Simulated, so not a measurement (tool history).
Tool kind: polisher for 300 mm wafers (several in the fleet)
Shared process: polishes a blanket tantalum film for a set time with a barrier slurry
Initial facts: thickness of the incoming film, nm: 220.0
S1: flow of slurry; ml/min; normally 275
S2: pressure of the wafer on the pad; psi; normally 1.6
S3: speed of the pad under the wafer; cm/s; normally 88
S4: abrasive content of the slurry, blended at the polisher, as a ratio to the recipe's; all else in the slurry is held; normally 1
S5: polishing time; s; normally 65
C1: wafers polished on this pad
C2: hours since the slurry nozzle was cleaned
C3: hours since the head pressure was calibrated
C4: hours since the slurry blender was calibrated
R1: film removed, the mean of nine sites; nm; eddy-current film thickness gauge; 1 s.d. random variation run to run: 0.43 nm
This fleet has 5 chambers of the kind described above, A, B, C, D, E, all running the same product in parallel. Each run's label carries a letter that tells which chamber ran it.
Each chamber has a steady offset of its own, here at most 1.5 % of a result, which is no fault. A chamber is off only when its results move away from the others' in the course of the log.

At hour 4.1: chamber B: worn pad replaced by a new one.
At hour 4.7: chamber D: slurry blender recalibrated.
At hour 9.4: chamber E: slurry blender recalibrated.
Run 1A, hour 14.3: usual settings; C1 999; C2 164.4; C3 187.2; C4 178. Result: R1 71.49 nm.
At hour 14.7: chamber A: worn pad replaced by a new one.
Run 2E, hour 23.2: usual settings; C1 466; C2 305.3; C3 372.2; C4 13.8. Result: R1 70.383 nm.
Run 3B, hour 36.4: usual settings; C1 400; C2 490.3; C3 37.8; C4 160.7. Result: R1 69.471 nm.
At hour 47.8: chamber C: worn pad replaced by a new one.
Run 4D, hour 49.6: usual settings; C1 1076; C2 387.4; C3 497; C4 44.9. Result: R1 71.121 nm.
At hour 56.3: chamber E: slurry nozzle cleaned.
At hour 56.7: chamber D: slurry nozzle cleaned.
Run 5C, hour 62.2: usual settings; C1 178; C2 182.1; C3 493.7; C4 140. Result: R1 69.283 nm.
Run 6A, hour 70.3: usual settings; C1 688; C2 220.4; C3 243.2; C4 234. Result: R1 70.114 nm.
Run 7C, hour 78.1: usual settings; C1 375; C2 198; C3 509.6; C4 155.9. Result: R1 68.976 nm.
Run 8D, hour 85.7: usual settings but S3 112 cm/s, S5 72 s; C1 1523; C2 29.1; C3 533.1; C4 81. Result: R1 100.7 nm.
At hour 87.2: chamber E: worn pad replaced by a new one.
At hour 93.7: chamber A: worn pad replaced by a new one.
At hour 98.5: chamber B: worn pad replaced by a new one.
Run 9E, hour 99.1: usual settings but S3 112 cm/s, S5 72 s; C1 148; C2 42.9; C3 448.1; C4 89.7. Result: R1 100.16 nm.
Run 10B, hour 107: usual settings but S3 112 cm/s, S5 72 s; C1 105; C2 560.9; C3 108.4; C4 231.3. Result: R1 99.036 nm.
At hour 107.5: chamber C: worn pad replaced by a new one.
At hour 107.7: chamber A: slurry blender recalibrated.
At hour 108.4: chamber D: head pressure recalibrated.
At hour 112.7: chamber B: slurry blender recalibrated.
Run 11A, hour 119: usual settings but S3 112 cm/s, S5 72 s; C1 314; C2 269.1; C3 291.9; C4 11.4. Result: R1 99.692 nm.
Run 12B, hour 132.3: usual settings but S3 112 cm/s, S5 72 s; C1 418; C2 586.2; C3 133.7; C4 19.6. Result: R1 98.073 nm.
Run 13E, hour 143.1: usual settings; C1 692; C2 86.9; C3 492.1; C4 133.7. Result: R1 71.296 nm.
At hour 144.5: chamber E: head pressure recalibrated.
Run 14C, hour 149.6: usual settings; C1 521; C2 269.5; C3 581.1; C4 227.4. Result: R1 69.561 nm.
Run 15D, hour 160.2: usual settings; C1 2445; C2 103.6; C3 51.9; C4 155.5. Result: R1 69.738 nm.
At hour 165.2: chamber A: worn pad replaced by a new one.
Run 16B, hour 167.7: usual settings but S5 48 s; C1 857; C2 621.6; C3 169.1; C4 55. Result: R1 51.702 nm.
At hour 172.2: chamber C: worn pad replaced by a new one.
At hour 172.5: chamber E: worn pad replaced by a new one.
Run 17D, hour 179.4: usual settings but S5 48 s; C1 2683; C2 122.8; C3 71.1; C4 174.7. Result: R1 51.27 nm.
Run 18C, hour 186: usual settings but S5 48 s; C1 172; C2 305.9; C3 617.5; C4 263.8. Result: R1 50.47 nm.
Run 19E, hour 198.8: usual settings but S5 48 s; C1 326; C2 142.6; C3 54.3; C4 189.4. Result: R1 52.14 nm.
At hour 200.9: chamber B: worn pad replaced by a new one.
At hour 200.9: chamber E: slurry blender recalibrated.
Run 20A, hour 211.2: usual settings but S5 48 s; C1 570; C2 361.3; C3 384.1; C4 103.6. Result: R1 52.053 nm.
Run 21B, hour 222.6: usual settings; C1 269; C2 676.5; C3 224; C4 109.9. Result: R1 69.869 nm.
At hour 231.3: chamber A: worn pad replaced by a new one.
Run 22D, hour 232.4: usual settings; C1 3339; C2 175.8; C3 124.1; C4 227.7. Result: R1 68.876 nm.
At hour 235.6: chamber C: worn pad replaced by a new one.
Run 23C, hour 241.3: usual settings; C1 71; C2 361.2; C3 672.8; C4 319.1. Result: R1 70.199 nm.
Run 24E, hour 249.4: usual settings; C1 953; C2 193.2; C3 104.9; C4 48.6. Result: R1 70.043 nm.
At hour 250: chamber C: slurry nozzle cleaned.
Run 25A, hour 261.5: usual settings; C1 374; C2 411.6; C3 434.4; C4 153.9. Result: R1 70.066 nm.
At hour 265.1: chamber C: slurry blender recalibrated.
Run 26A, hour 272.9: usual settings; C1 515; C2 423; C3 445.8; C4 165.3. Result: R1 70.087 nm.
At hour 278.3: chamber E: worn pad replaced by a new one.
At hour 278.7: chamber B: slurry nozzle cleaned.
Run 27E, hour 279.6: usual settings but S3 64 cm/s; C1 16; C2 223.4; C3 135.1; C4 78.8. Result: R1 51.04 nm.
Run 28D, hour 286.3: usual settings but S3 64 cm/s; C1 4006; C2 229.7; C3 178; C4 281.6. Result: R1 47.894 nm.
Run 29C, hour 297.6: usual settings but S3 64 cm/s; C1 768; C2 47.7; C3 729.1; C4 32.6. Result: R1 51.055 nm.
Run 30B, hour 307.2: usual settings but S3 64 cm/s; C1 1316; C2 28.5; C3 308.6; C4 194.5. Result: R1 50.841 nm.
At hour 310.8: chamber B: worn pad replaced by a new one.
Run 31E, hour 316.8: usual settings but S3 64 cm/s; C1 477; C2 260.6; C3 172.3; C4 116. Result: R1 50.967 nm.
Run 32B, hour 327: usual settings; C1 201; C2 48.3; C3 328.4; C4 214.3. Result: R1 70.26 nm.

Is one chamber out of step, is the gauge drifting, or do the chambers differ by no more than their own small offsets? For an off chamber, give its letter and the likeliest cause.

Little by little, chamber D moves away from the other chambers.
Likeliest cause: removal rate lost through wear of the pad, % = 7.46.
It could be hard to tell apart here from: slurry flow missing at the pad, %; abrasive missing from the slurry, %.

Here are 4 candidates for chamber D's next run, each the usual settings with a change, their results left as question marks. Which one brings its results back in line with what the others give on the usual settings?
A result is in line if it is within this distance of the other chambers' mean on the usual settings: R1 1.5 nm
Run 33D-1, hour 337.3: usual settings but S5 61 s. Result: R1 ?.
Run 33D-2, hour 337.3: usual settings but S5 69 s. Result: R1 ?.
Run 33D-3, hour 337.3: usual settings but S3 82 cm/s, S5 61 s. Result: R1 ?.
Run 33D-4, hour 337.3: usual settings but S2 1.7 psi, S3 94 cm/s. Result: R1 ?.

What the other chambers average on the usual settings: R1 70.111 nm
  run      R1
33D-1  61.642
33D-2  69.726
33D-3  57.381
33D-4  74.622
It is 33D-2 that realigns the chamber with its peers.
